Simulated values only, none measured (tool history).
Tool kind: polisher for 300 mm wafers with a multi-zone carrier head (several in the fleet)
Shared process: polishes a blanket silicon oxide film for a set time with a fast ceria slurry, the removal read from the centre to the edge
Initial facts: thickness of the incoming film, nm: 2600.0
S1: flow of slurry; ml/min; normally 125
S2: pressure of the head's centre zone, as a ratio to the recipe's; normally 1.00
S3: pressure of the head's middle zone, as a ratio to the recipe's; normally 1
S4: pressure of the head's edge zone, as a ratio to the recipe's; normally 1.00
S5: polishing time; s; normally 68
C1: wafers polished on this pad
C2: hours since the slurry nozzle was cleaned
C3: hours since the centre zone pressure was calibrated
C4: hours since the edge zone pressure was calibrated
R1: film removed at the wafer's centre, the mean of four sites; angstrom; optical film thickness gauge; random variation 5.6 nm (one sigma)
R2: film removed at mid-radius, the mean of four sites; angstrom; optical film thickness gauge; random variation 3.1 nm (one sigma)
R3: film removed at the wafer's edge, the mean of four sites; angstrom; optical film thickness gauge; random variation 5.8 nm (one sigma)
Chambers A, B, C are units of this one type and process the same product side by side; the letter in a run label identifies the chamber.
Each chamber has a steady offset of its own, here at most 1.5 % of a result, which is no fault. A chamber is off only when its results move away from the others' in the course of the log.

{"run": "1B", "hour": 6.7, "S1": 125, "S2": 1.0, "S3": 1, "S4": 1.0, "S5": 68, "C1": 1361, "C2": 193.1, "C3": 1221.2, "C4": 303.3, "R1": 5121.0, "R2": 5187.7, "R3": 5198.9}
{"hour": 14.5, "done": "chamber B: worn pad replaced by a new one"}
{"run": "2C", "hour": 15.2, "S1": 125, "S2": 1.0, "S3": 1, "S4": 1.0, "S5": 68, "C1": 446, "C2": 307.0, "C3": 286.0, "C4": 31.4, "R1": 5090.1, "R2": 5168.4, "R3": 5132.3}
{"run": "3A", "hour": 20.8, "S1": 125, "S2": 1.0, "S3": 1, "S4": 1.0, "S5": 68, "C1": 467, "C2": 188.6, "C3": 601.6, "C4": 521.2, "R1": 5156.4, "R2": 5160.4, "R3": 5167.0}
{"run": "4B", "hour": 29.3, "S1": 125, "S2": 1.0, "S3": 1, "S4": 1.0, "S5": 68, "C1": 173, "C2": 215.7, "C3": 1243.8, "C4": 325.9, "R1": 5203.8, "R2": 5136.6, "R3": 5072.2}
{"run": "5C", "hour": 38.5, "S1": 125, "S2": 1.0, "S3": 1, "S4": 1.0, "S5": 68, "C1": 719, "C2": 330.3, "C3": 309.3, "C4": 54.7, "R1": 5055.9, "R2": 5189.0, "R3": 5263.7}
{"run": "6A", "hour": 47.3, "S1": 125, "S2": 1.0, "S3": 1, "S4": 1.0, "S5": 68, "C1": 777, "C2": 215.1, "C3": 628.1, "C4": 547.7, "R1": 5217.1, "R2": 5186.7, "R3": 5135.4}
{"run": "7B", "hour": 56.0, "S1": 125, "S2": 1.0, "S3": 1, "S4": 1.0, "S5": 68, "C1": 486, "C2": 242.4, "C3": 1270.5, "C4": 352.6, "R1": 5230.2, "R2": 5231.3, "R3": 5144.8}
{"hour": 58.8, "done": "chamber A: worn pad replaced by a new one"}
{"run": "8A", "hour": 64.1, "S1": 125, "S2": 1.0, "S3": 1, "S4": 1.0, "S5": 68, "C1": 62, "C2": 231.9, "C3": 644.9, "C4": 564.5, "R1": 5261.5, "R2": 5223.4, "R3": 5208.3}
{"run": "9C", "hour": 68.4, "S1": 125, "S2": 1.0, "S3": 1, "S4": 1.0, "S5": 68, "C1": 1070, "C2": 360.2, "C3": 339.2, "C4": 84.6, "R1": 5099.6, "R2": 5160.4, "R3": 5082.4}
{"run": "10B", "hour": 72.9, "S1": 125, "S2": 1.0, "S3": 1, "S4": 1.0, "S5": 68, "C1": 684, "C2": 259.3, "C3": 1287.4, "C4": 369.5, "R1": 5248.3, "R2": 5211.5, "R3": 5156.4}
{"hour": 78.0, "done": "chamber C: worn pad replaced by a new one"}
{"run": "11C", "hour": 78.8, "S1": 125, "S2": 1.0, "S3": 1, "S4": 1.0, "S5": 68, "C1": 9, "C2": 370.6, "C3": 349.6, "C4": 95.0, "R1": 5163.5, "R2": 5130.0, "R3": 5173.0}
{"run": "12A", "hour": 84.0, "S1": 125, "S2": 1.0, "S3": 1, "S4": 1.0, "S5": 68, "C1": 295, "C2": 251.8, "C3": 664.8, "C4": 584.4, "R1": 5234.5, "R2": 5245.6, "R3": 5150.0}
{"run": "13C", "hour": 89.2, "S1": 125, "S2": 1.0, "S3": 1, "S4": 1.0, "S5": 68, "C1": 131, "C2": 381.0, "C3": 360.0, "C4": 105.4, "R1": 5108.2, "R2": 5224.6, "R3": 5256.7}
{"run": "14A", "hour": 98.9, "S1": 125, "S2": 1.0, "S3": 1, "S4": 1.0, "S5": 68, "C1": 470, "C2": 266.7, "C3": 679.7, "C4": 599.3, "R1": 5199.5, "R2": 5215.1, "R3": 5200.5}
{"hour": 103.1, "done": "chamber A: edge zone pressure recalibrated"}
{"run": "15B", "hour": 104.2, "S1": 125, "S2": 1.0, "S3": 1, "S4": 1.0, "S5": 68, "C1": 1051, "C2": 290.6, "C3": 1318.7, "C4": 400.8, "R1": 5220.5, "R2": 5254.1, "R3": 5174.9}
{"run": "16B", "hour": 108.6, "S1": 125, "S2": 1.0, "S3": 1, "S4": 1.1, "S5": 59, "C1": 1102, "C2": 295.0, "C3": 1323.1, "C4": 405.2, "R1": 4484.4, "R2": 4476.6, "R3": 4659.0}
{"hour": 113.4, "done": "chamber B: worn pad replaced by a new one"}
{"run": "17A", "hour": 117.0, "S1": 125, "S2": 1.0, "S3": 1, "S4": 1.1, "S5": 59, "C1": 682, "C2": 284.8, "C3": 697.8, "C4": 13.9, "R1": 4523.5, "R2": 4517.6, "R3": 4658.1}
{"run": "18C", "hour": 121.9, "S1": 125, "S2": 1.0, "S3": 1, "S4": 1.1, "S5": 59, "C1": 514, "C2": 413.7, "C3": 392.7, "C4": 138.1, "R1": 4460.4, "R2": 4505.0, "R3": 4747.7}
{"run": "19C", "hour": 126.3, "S1": 125, "S2": 1.0, "S3": 1, "S4": 1.0, "S5": 68, "C1": 566, "C2": 418.1, "C3": 397.1, "C4": 142.5, "R1": 5140.2, "R2": 5255.3, "R3": 5167.4}
{"run": "20B", "hour": 131.3, "S1": 125, "S2": 1.0, "S3": 1, "S4": 1.0, "S5": 68, "C1": 209, "C2": 317.7, "C3": 1345.8, "C4": 427.9, "R1": 5259.7, "R2": 5207.7, "R3": 5158.1}
{"hour": 138.7, "done": "chamber A: worn pad replaced by a new one"}
{"run": "21A", "hour": 139.2, "S1": 125, "S2": 1.0, "S3": 1, "S4": 1.0, "S5": 68, "C1": 5, "C2": 307.0, "C3": 720.0, "C4": 36.1, "R1": 5133.7, "R2": 5215.6, "R3": 5262.8}
{"hour": 145.6, "done": "chamber B: centre zone pressure recalibrated"}
{"run": "22C", "hour": 148.1, "S1": 125, "S2": 1.0, "S3": 1, "S4": 1.0, "S5": 68, "C1": 822, "C2": 439.9, "C3": 418.9, "C4": 164.3, "R1": 5141.0, "R2": 5199.5, "R3": 5174.9}
{"run": "23B", "hour": 157.3, "S1": 125, "S2": 1.0, "S3": 1, "S4": 1.0, "S5": 68, "C1": 514, "C2": 343.7, "C3": 11.7, "C4": 453.9, "R1": 5123.5, "R2": 5157.5, "R3": 5129.3}
{"run": "24A", "hour": 163.4, "S1": 125, "S2": 1.0, "S3": 1, "S4": 1.0, "S5": 68, "C1": 289, "C2": 331.2, "C3": 744.2, "C4": 60.3, "R1": 5177.9, "R2": 5267.5, "R3": 5118.8}
{"run": "25B", "hour": 167.6, "S1": 125, "S2": 1.0, "S3": 1, "S4": 1.0, "S5": 68, "C1": 635, "C2": 354.0, "C3": 22.0, "C4": 464.2, "R1": 5240.5, "R2": 5201.8, "R3": 5067.4}
{"run": "26C", "hour": 175.0, "S1": 125, "S2": 1.0, "S3": 1, "S4": 1.0, "S5": 68, "C1": 1137, "C2": 466.8, "C3": 445.8, "C4": 191.2, "R1": 5053.0, "R2": 5181.0, "R3": 5181.4}
{"run": "27A", "hour": 184.4, "S1": 125, "S2": 0.93, "S3": 1, "S4": 1.0, "S5": 68, "C1": 535, "C2": 352.2, "C3": 765.2, "C4": 81.3, "R1": 4839.0, "R2": 5185.0, "R3": 5094.0}
{"run": "28C", "hour": 191.2, "S1": 125, "S2": 0.93, "S3": 1, "S4": 1.0, "S5": 68, "C1": 1327, "C2": 483.0, "C3": 462.0, "C4": 207.4, "R1": 4785.8, "R2": 5153.4, "R3": 5149.8}

Next, every chamber runs the same settings. What will each give?
{"run": "29A", "hour": 198.3, "S1": 125, "S2": 1.0, "S3": 1, "S4": 1.05, "S5": 68, "R1": "?", "R2": "?", "R3": "?"}
{"run": "29B", "hour": 198.3, "S1": 125, "S2": 1.0, "S3": 1, "S4": 1.05, "S5": 68, "R1": "?", "R2": "?", "R3": "?"}
{"run": "29C", "hour": 198.3, "S1": 125, "S2": 1.0, "S3": 1, "S4": 1.05, "S5": 68, "R1": "?", "R2": "?", "R3": "?"}

run=29A R1=5143.0 R2=5228.4 R3=5347.3
run=29B R1=5211.2 R2=5152.9 R3=5237.3
run=29C R1=5027.9 R2=5204.8 R3=5228.7
